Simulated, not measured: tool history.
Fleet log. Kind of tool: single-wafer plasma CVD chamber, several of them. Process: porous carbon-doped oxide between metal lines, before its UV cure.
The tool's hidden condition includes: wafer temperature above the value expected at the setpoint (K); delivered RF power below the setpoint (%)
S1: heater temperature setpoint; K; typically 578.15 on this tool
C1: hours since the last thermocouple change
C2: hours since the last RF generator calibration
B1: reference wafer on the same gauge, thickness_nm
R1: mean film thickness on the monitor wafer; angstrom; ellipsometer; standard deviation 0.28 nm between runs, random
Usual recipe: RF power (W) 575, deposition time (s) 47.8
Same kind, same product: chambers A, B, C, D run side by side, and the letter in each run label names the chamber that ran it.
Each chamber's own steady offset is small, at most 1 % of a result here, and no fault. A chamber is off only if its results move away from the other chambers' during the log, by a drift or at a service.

Run 1C, hour 6.6: usual settings; C1 1369.6; C2 500.8; B1 247.04. Result: R1 2708.3 angstrom.
Run 2D, hour 12.5: usual settings; C1 1508; C2 796.4; B1 247.06. Result: R1 2730.9 angstrom.
Run 3A, hour 21.5: usual settings; C1 745.7; C2 1273.4; B1 247.09. Result: R1 2705.8 angstrom.
Run 4B, hour 27.9: usual settings; C1 2067.6; C2 87.7; B1 247.03. Result: R1 2738.7 angstrom.
At hour 37.2: chamber B: thermocouple changed; heater temperature recalibrated.
Run 5B, hour 37.3: usual settings; C1 0.2; C2 97.1; B1 247.11. Result: R1 2739.9 angstrom.
Run 6D, hour 43.8: usual settings; C1 1539.3; C2 827.7; B1 247.18. Result: R1 2731.5 angstrom.
Run 7C, hour 51.4: usual settings; C1 1414.4; C2 545.6; B1 247.24. Result: R1 2705.1 angstrom.
Run 8A, hour 60.4: usual settings; C1 784.6; C2 1312.3; B1 247.23. Result: R1 2711.4 angstrom.
Run 9B, hour 65.7: usual settings; C1 28.6; C2 125.5; B1 247.17. Result: R1 2748.1 angstrom.
Run 10C, hour 70.6: usual settings but S1 584.15 K; C1 1433.6; C2 564.8; B1 247.31. Result: R1 2622 angstrom.
Run 11D, hour 76.7: usual settings but S1 584.15 K; C1 1572.2; C2 860.6; B1 247.3. Result: R1 2648.3 angstrom.
Run 12A, hour 87: usual settings but S1 584.15 K; C1 811.2; C2 1338.9; B1 247.41. Result: R1 2623.1 angstrom.
Run 13B, hour 91.9: usual settings but S1 584.15 K; C1 54.8; C2 151.7; B1 247.35. Result: R1 2653.4 angstrom.
Run 14A, hour 100: usual settings; C1 824.2; C2 1351.9; B1 247.4. Result: R1 2706.4 angstrom.
Run 15C, hour 105.6: usual settings but S1 585.15 K, deposition time (s) 56.5; C1 1468.6; C2 599.8; B1 247.38. Result: R1 3068.8 angstrom.
Run 16D, hour 112.6: usual settings but S1 585.15 K, deposition time (s) 56.5; C1 1608.1; C2 896.5; B1 247.43. Result: R1 3103.1 angstrom.
Run 17B, hour 119: usual settings but S1 585.15 K, deposition time (s) 56.5; C1 81.9; C2 178.8; B1 247.43. Result: R1 3110 angstrom.
Run 18A, hour 127: usual settings but S1 585.15 K, deposition time (s) 56.5; C1 851.2; C2 1378.9; B1 247.45. Result: R1 3073.1 angstrom.
Run 19C, hour 135.9: usual settings but S1 586.15 K, RF power (W) 680; C1 1498.9; C2 630.1; B1 247.46. Result: R1 2899.4 angstrom.
Run 20D, hour 144.8: usual settings but S1 586.15 K, RF power (W) 680; C1 1640.3; C2 928.7; B1 247.53. Result: R1 2915.4 angstrom.
Run 21A, hour 150.1: usual settings but S1 586.15 K, RF power (W) 680; C1 874.3; C2 1402; B1 247.58. Result: R1 2895.4 angstrom.
Run 22B, hour 157.9: usual settings but S1 586.15 K, RF power (W) 680; C1 120.8; C2 217.7; B1 247.64. Result: R1 2931 angstrom.
Run 23D, hour 167.9: usual settings; C1 1663.4; C2 951.8; B1 247.52. Result: R1 2732.6 angstrom.
Run 24C, hour 175.9: usual settings; C1 1538.9; C2 670.1; B1 247.64. Result: R1 2708.7 angstrom.
Run 25D, hour 181.8: usual settings; C1 1677.3; C2 965.7; B1 247.69. Result: R1 2734.2 angstrom.
Run 26A, hour 189.8: usual settings; C1 914; C2 1441.7; B1 247.74. Result: R1 2716.1 angstrom.
Run 27B, hour 198.5: usual settings; C1 161.4; C2 258.3; B1 247.69. Result: R1 2748.1 angstrom.
Run 28C, hour 206.3: usual settings but RF power (W) 635; C1 1569.3; C2 700.5; B1 247.72. Result: R1 2896.8 angstrom.
Run 29A, hour 211: usual settings but RF power (W) 635; C1 935.2; C2 1462.9; B1 247.79. Result: R1 2893.1 angstrom.
Run 30B, hour 215.8: usual settings but RF power (W) 635; C1 178.7; C2 275.6; B1 247.77. Result: R1 2932.9 angstrom.
Run 31C, hour 224.7: usual settings but RF power (W) 635; C1 1587.7; C2 718.9; B1 247.88. Result: R1 2897.4 angstrom.
Run 32D, hour 234.8: usual settings; C1 1730.3; C2 1018.7; B1 247.83. Result: R1 2743.4 angstrom.
Run 33C, hour 243.3: usual settings; C1 1606.3; C2 737.5; B1 247.89. Result: R1 2715.9 angstrom.
Run 34B, hour 248.6: usual settings; C1 211.5; C2 308.4; B1 247.96. Result: R1 2750.3 angstrom.
Run 35A, hour 255.5: usual settings; C1 979.7; C2 1507.4; B1 247.93. Result: R1 2714 angstrom.
Run 36D, hour 261: usual settings; C1 1756.5; C2 1044.9; B1 248.01. Result: R1 2738.7 angstrom.
Run 37C, hour 266.5: usual settings; C1 1629.5; C2 760.7; B1 248.02. Result: R1 2713.4 angstrom.
Run 38B, hour 273.4: usual settings; C1 236.3; C2 333.2; B1 248.03. Result: R1 2746.8 angstrom.

All chambers now run identical settings, listed one chamber a line with results as question marks. What results will each chamber show?
Run 39A, hour 280.8: usual settings. Result: R1 ?.
Run 39B, hour 280.8: usual settings. Result: R1 ?.
Run 39C, hour 280.8: usual settings. Result: R1 ?.
Run 39D, hour 280.8: usual settings. Result: R1 ?.

run      R1
39A    2720
39B  2747.1
39C  2717.7
39D  2737.7
